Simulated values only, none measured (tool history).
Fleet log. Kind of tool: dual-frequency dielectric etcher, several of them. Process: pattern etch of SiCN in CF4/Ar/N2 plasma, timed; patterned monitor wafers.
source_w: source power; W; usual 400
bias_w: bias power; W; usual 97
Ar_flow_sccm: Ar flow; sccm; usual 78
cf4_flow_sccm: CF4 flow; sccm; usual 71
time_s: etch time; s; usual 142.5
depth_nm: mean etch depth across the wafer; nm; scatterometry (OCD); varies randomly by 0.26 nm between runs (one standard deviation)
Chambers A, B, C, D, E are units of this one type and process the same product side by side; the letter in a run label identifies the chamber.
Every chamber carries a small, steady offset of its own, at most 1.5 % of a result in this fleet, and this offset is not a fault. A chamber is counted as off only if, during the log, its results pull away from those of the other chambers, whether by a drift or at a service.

run	day	source_w	bias_w	Ar_flow_sccm	cf4_flow_sccm	time_s	read-back reference wafer on the same gauge, depth_nm	depth_nm
1E	0.429	400	97	78	71	142.5	142.00	127.54
# day 0.642: chamber D: wet clean of the chamber
# day 0.733: chamber E: wet clean of the chamber
2B	0.804	400	97	78	71	142.5	142.03	126.94
3C	1.046	400	97	78	71	142.5	141.94	128.69
4D	1.433	400	97	78	71	142.5	141.98	127.16
5A	1.738	400	97	78	71	142.5	142.07	126.62
6E	2.100	400	97	78	71	142.5	142.00	127.21
7B	2.588	340	90	78	71	142.5	142.04	107.94
8A	3.029	340	90	78	71	142.5	142.05	107.27
9D	3.283	340	90	78	71	142.5	142.01	107.53
10C	3.567	340	90	78	71	142.5	141.98	108.58
11B	3.942	340	90	78	71	142.5	142.06	107.78
12E	4.438	400	97	78	79	142.5	141.99	129.19
13C	4.688	400	97	78	79	142.5	142.06	130.48
14A	5.000	400	97	78	79	142.5	141.93	128.52
15D	5.454	400	97	78	79	142.5	142.01	128.85
16B	5.862	400	97	78	79	142.5	142.06	129.25
17E	6.367	400	97	78	71	142.5	141.92	127.33
18D	6.679	400	97	78	71	142.5	142.00	127.61
19C	6.958	400	97	78	71	142.5	142.05	128.46
20A	7.254	400	97	78	71	142.5	142.00	126.82
21A	7.558	400	97	78	71	142.5	142.07	126.76
22B	7.917	400	97	78	71	142.5	141.98	127.08
23D	8.279	400	97	78	71	142.5	142.01	127.35
24E	8.696	400	97	78	71	142.5	141.94	127.41
25C	9.142	400	97	78	71	142.5	142.00	129.11
26E	9.488	400	97	78	71	142.5	142.00	127.25
27A	9.717	400	97	78	71	142.5	141.91	127.40
28C	10.121	400	97	70	82	142.5	141.97	132.64
# day 10.308: chamber A: bias power generator calibrated
29D	10.508	400	97	70	82	142.5	141.93	131.08
30B	11.000	400	97	70	82	142.5	142.04	131.15
31C	11.400	400	97	70	82	142.5	142.03	132.38
32A	11.775	400	97	70	82	142.5	141.96	130.70
33B	12.117	400	97	78	71	142.5	141.98	126.71
34D	12.500	400	97	78	71	142.5	141.95	127.07
# day 12.742: chamber C: wet clean of the chamber
35E	12.921	400	97	78	71	142.5	142.01	127.29
# day 13.183: chamber B: wet clean of the chamber
36E	13.325	400	97	78	71	142.5	141.93	127.17
37C	13.679	400	97	78	71	142.5	141.97	128.98
38D	14.167	400	97	94	71	164.0	141.97	143.49
39B	14.421	400	97	94	71	164.0	142.02	143.31
40A	14.829	400	97	94	71	164.0	142.09	142.59
41C	15.217	400	97	94	71	164.0	141.93	145.24
42A	15.717	400	97	94	71	164.0	142.03	142.20
43D	15.942	400	97	78	71	142.5	142.00	127.27
44B	16.217	400	97	78	71	142.5	142.03	127.26

Decide between three cases: one chamber stands off from its peers, the gauge reading all wafers drifts, or nothing is wrong past each chamber's small offset. Where a chamber is off, say which and what most likely put it there.

Nothing is wrong: each chamber keeps only its own small, steady offset and the gauge holds still.
